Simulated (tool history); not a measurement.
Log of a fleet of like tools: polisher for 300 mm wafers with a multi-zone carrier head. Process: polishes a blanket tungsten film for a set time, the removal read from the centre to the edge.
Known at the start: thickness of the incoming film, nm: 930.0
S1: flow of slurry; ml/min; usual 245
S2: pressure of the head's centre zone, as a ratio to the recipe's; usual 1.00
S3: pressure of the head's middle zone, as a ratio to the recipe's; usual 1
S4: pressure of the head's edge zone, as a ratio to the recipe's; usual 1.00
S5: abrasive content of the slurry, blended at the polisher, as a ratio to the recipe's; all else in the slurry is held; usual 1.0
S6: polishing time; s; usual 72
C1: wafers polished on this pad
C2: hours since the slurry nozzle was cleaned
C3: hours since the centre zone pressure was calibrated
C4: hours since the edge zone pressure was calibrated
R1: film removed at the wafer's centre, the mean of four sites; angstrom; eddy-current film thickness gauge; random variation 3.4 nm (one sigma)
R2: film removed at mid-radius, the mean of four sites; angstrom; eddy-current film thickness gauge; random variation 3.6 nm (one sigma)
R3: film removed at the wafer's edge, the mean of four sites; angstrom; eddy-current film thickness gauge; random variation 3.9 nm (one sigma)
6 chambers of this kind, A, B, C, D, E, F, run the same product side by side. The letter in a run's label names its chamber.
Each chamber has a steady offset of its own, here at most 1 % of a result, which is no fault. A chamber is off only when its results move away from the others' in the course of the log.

At hour 10.6: chamber B: edge zone pressure recalibrated.
At hour 10.7: chamber E: worn pad replaced by a new one.
Run 1D, hour 11.8: usual settings; C1 673; C2 88.2; C3 385.8; C4 120.1. Result: R1 2765.2 angstrom, R2 2724.6 angstrom, R3 2778.0 angstrom.
At hour 14.1: chamber A: worn pad replaced by a new one.
Run 2A, hour 19.5: usual settings; C1 82; C2 263.0; C3 167.9; C4 862.9. Result: R1 2831.0 angstrom, R2 2756.8 angstrom, R3 2751.9 angstrom.
Run 3C, hour 25.7: usual settings; C1 465; C2 140.1; C3 770.0; C4 314.4. Result: R1 2789.5 angstrom, R2 2746.9 angstrom, R3 2760.8 angstrom.
At hour 29.0: chamber D: worn pad replaced by a new one.
Run 4B, hour 33.2: usual settings; C1 1038; C2 593.5; C3 1129.1; C4 22.6. Result: R1 2767.2 angstrom, R2 2743.2 angstrom, R3 2716.7 angstrom.
Run 5F, hour 42.9: usual settings; C1 1220; C2 64.6; C3 305.8; C4 334.6. Result: R1 2744.3 angstrom, R2 2733.1 angstrom, R3 2736.8 angstrom.
At hour 49.8: chamber F: centre zone pressure recalibrated.
Run 6E, hour 50.7: usual settings; C1 610; C2 486.1; C3 495.2; C4 200.3. Result: R1 2739.9 angstrom, R2 2724.8 angstrom, R3 2781.3 angstrom.
At hour 58.1: chamber B: worn pad replaced by a new one.
Run 7E, hour 59.1: usual settings but S5 1.3; C1 738; C2 494.5; C3 503.6; C4 208.7. Result: R1 2896.7 angstrom, R2 2898.2 angstrom, R3 3022.0 angstrom.
At hour 60.6: chamber F: worn pad replaced by a new one.
At hour 62.8: chamber C: worn pad replaced by a new one.
Run 8B, hour 66.9: usual settings but S5 1.3; C1 134; C2 627.2; C3 1162.8; C4 56.3. Result: R1 2982.4 angstrom, R2 2920.8 angstrom, R3 2893.3 angstrom.
Run 9A, hour 74.0: usual settings but S5 1.3; C1 914; C2 317.5; C3 222.4; C4 917.4. Result: R1 2940.4 angstrom, R2 3000.1 angstrom, R3 2866.1 angstrom.
Run 10C, hour 82.2: usual settings but S5 1.3; C1 296; C2 196.6; C3 826.5; C4 370.9. Result: R1 2931.2 angstrom, R2 3004.6 angstrom, R3 3022.2 angstrom.
At hour 84.6: chamber A: worn pad replaced by a new one.
Run 11D, hour 93.1: usual settings but S5 1.3; C1 979; C2 169.5; C3 467.1; C4 201.4. Result: R1 2990.0 angstrom, R2 2947.0 angstrom, R3 2931.6 angstrom.
At hour 98.6: chamber D: worn pad replaced by a new one.
Run 12F, hour 101.8: usual settings but S5 1.3; C1 629; C2 123.5; C3 52.1; C4 393.5. Result: R1 2912.9 angstrom, R2 2950.7 angstrom, R3 2938.5 angstrom.
Run 13B, hour 110.8: usual settings; C1 804; C2 671.1; C3 1206.7; C4 100.2. Result: R1 2743.2 angstrom, R2 2778.8 angstrom, R3 2745.3 angstrom.
At hour 116.7: chamber E: worn pad replaced by a new one.
Run 14E, hour 116.8: usual settings; C1 1; C2 552.2; C3 561.3; C4 266.4. Result: R1 2695.5 angstrom, R2 2753.4 angstrom, R3 2793.3 angstrom.
Run 15F, hour 123.5: usual settings; C1 960; C2 145.2; C3 73.8; C4 415.2. Result: R1 2726.9 angstrom, R2 2741.0 angstrom, R3 2684.2 angstrom.
Run 16A, hour 129.8: usual settings; C1 690; C2 373.3; C3 278.2; C4 973.2. Result: R1 2754.1 angstrom, R2 2775.3 angstrom, R3 2773.1 angstrom.
At hour 134.8: chamber C: worn pad replaced by a new one.
Run 17C, hour 135.0: usual settings but S4 0.89; C1 3; C2 249.4; C3 879.3; C4 423.7. Result: R1 2781.6 angstrom, R2 2819.3 angstrom, R3 2616.5 angstrom.
At hour 140.1: chamber F: worn pad replaced by a new one.
Run 18D, hour 141.6: usual settings but S4 0.89; C1 657; C2 218.0; C3 515.6; C4 249.9. Result: R1 2749.4 angstrom, R2 2795.1 angstrom, R3 2570.8 angstrom.
At hour 147.8: chamber B: worn pad replaced by a new one.
Run 19C, hour 150.8: usual settings but S4 0.89; C1 244; C2 265.2; C3 895.1; C4 439.5. Result: R1 2740.2 angstrom, R2 2769.1 angstrom, R3 2609.2 angstrom.
At hour 154.3: chamber D: worn pad replaced by a new one.
At hour 157.7: chamber A: worn pad replaced by a new one.
At hour 157.9: chamber D: slurry nozzle cleaned.
Run 20E, hour 158.3: usual settings but S4 0.89; C1 634; C2 593.7; C3 602.8; C4 307.9. Result: R1 2728.9 angstrom, R2 2733.4 angstrom, R3 2603.0 angstrom.
At hour 161.5: chamber A: centre zone pressure recalibrated.
Run 21B, hour 164.2: usual settings but S4 0.89; C1 250; C2 724.5; C3 1260.1; C4 153.6. Result: R1 2735.3 angstrom, R2 2777.3 angstrom, R3 2538.1 angstrom.
Run 22D, hour 175.1: usual settings but S4 0.89; C1 317; C2 17.3; C3 549.1; C4 283.4. Result: R1 2818.4 angstrom, R2 2731.7 angstrom, R3 2582.4 angstrom.
At hour 180.7: chamber B: centre zone pressure recalibrated.
Run 23F, hour 183.3: usual settings; C1 660; C2 205.0; C3 133.6; C4 475.0. Result: R1 2740.4 angstrom, R2 2723.3 angstrom, R3 2714.2 angstrom.
Run 24A, hour 190.5: usual settings; C1 501; C2 434.0; C3 29.1; C4 1033.9. Result: R1 2704.5 angstrom, R2 2721.6 angstrom, R3 2782.3 angstrom.
At hour 191.9: chamber C: worn pad replaced by a new one.
At hour 196.4: chamber D: centre zone pressure recalibrated.
Run 25E, hour 196.7: usual settings; C1 1220; C2 632.1; C3 641.2; C4 346.3. Result: R1 2738.6 angstrom, R2 2773.3 angstrom, R3 2703.7 angstrom.
At hour 199.1: chamber E: worn pad replaced by a new one.
Run 26B, hour 207.4: usual settings; C1 909; C2 767.7; C3 26.7; C4 196.8. Result: R1 2743.3 angstrom, R2 2777.4 angstrom, R3 2746.2 angstrom.
At hour 214.0: chamber D: worn pad replaced by a new one.
At hour 216.8: chamber A: worn pad replaced by a new one.
Run 27C, hour 219.1: usual settings but S2 1.11; C1 416; C2 333.5; C3 963.4; C4 507.8. Result: R1 3121.3 angstrom, R2 2774.2 angstrom, R3 2763.4 angstrom.
At hour 221.9: chamber F: worn pad replaced by a new one.
Run 28D, hour 230.7: usual settings but S2 1.11; C1 255; C2 72.9; C3 34.4; C4 339.0. Result: R1 3130.4 angstrom, R2 2790.3 angstrom, R3 2782.2 angstrom.
At hour 233.1: chamber B: worn pad replaced by a new one.
At hour 234.8: chamber A: slurry nozzle cleaned.
Run 29A, hour 241.0: usual settings but S2 1.11; C1 370; C2 6.3; C3 79.6; C4 1084.4. Result: R1 3161.1 angstrom, R2 2790.8 angstrom, R3 2724.4 angstrom.
Run 30F, hour 249.5: usual settings but S2 1.11; C1 421; C2 271.2; C3 199.8; C4 541.2. Result: R1 3048.4 angstrom, R2 2786.1 angstrom, R3 2710.3 angstrom.
Run 31B, hour 258.7: usual settings but S2 1.11; C1 391; C2 819.0; C3 78.0; C4 248.1. Result: R1 3011.8 angstrom, R2 2774.3 angstrom, R3 2642.8 angstrom.
At hour 261.0: chamber C: worn pad replaced by a new one.
Run 32E, hour 264.3: usual settings but S2 1.11; C1 995; C2 699.7; C3 708.8; C4 413.9. Result: R1 3103.1 angstrom, R2 2736.0 angstrom, R3 2786.7 angstrom.
Run 33F, hour 273.8: usual settings; C1 792; C2 295.5; C3 224.1; C4 565.5. Result: R1 2750.7 angstrom, R2 2704.5 angstrom, R3 2793.0 angstrom.
At hour 279.3: chamber A: worn pad replaced by a new one.
At hour 282.3: chamber D: worn pad replaced by a new one.
Run 34C, hour 283.4: usual settings; C1 342; C2 397.8; C3 1027.7; C4 572.1. Result: R1 2780.0 angstrom, R2 2759.8 angstrom, R3 2691.4 angstrom.
Run 35D, hour 293.2: usual settings; C1 166; C2 135.4; C3 96.9; C4 401.5. Result: R1 2738.7 angstrom, R2 2773.1 angstrom, R3 2700.6 angstrom.
At hour 300.9: chamber F: worn pad replaced by a new one.
Run 36A, hour 300.9: usual settings; C1 329; C2 66.2; C3 139.5; C4 1144.3. Result: R1 2807.0 angstrom, R2 2744.7 angstrom, R3 2655.0 angstrom.
Run 37A, hour 309.1: usual settings; C1 455; C2 74.4; C3 147.7; C4 1152.5. Result: R1 2748.0 angstrom, R2 2750.0 angstrom, R3 2787.8 angstrom.
At hour 313.1: chamber B: worn pad replaced by a new one.
At hour 313.8: chamber F: slurry nozzle cleaned.
Run 38F, hour 318.0: usual settings; C1 261; C2 4.2; C3 268.3; C4 609.7. Result: R1 2824.9 angstrom, R2 2789.3 angstrom, R3 2750.9 angstrom.
At hour 319.2: chamber B: slurry nozzle cleaned.
Run 39B, hour 324.1: usual settings; C1 168; C2 4.9; C3 143.4; C4 313.5. Result: R1 2751.8 angstrom, R2 2832.0 angstrom, R3 2806.2 angstrom.

What goes on in this fleet: one chamber off, a drifting gauge, or nothing beyond the chambers' own small offsets? Name the chamber and the cause, if any.

No chamber stands off beyond its own small offset, and the gauge holds steady.
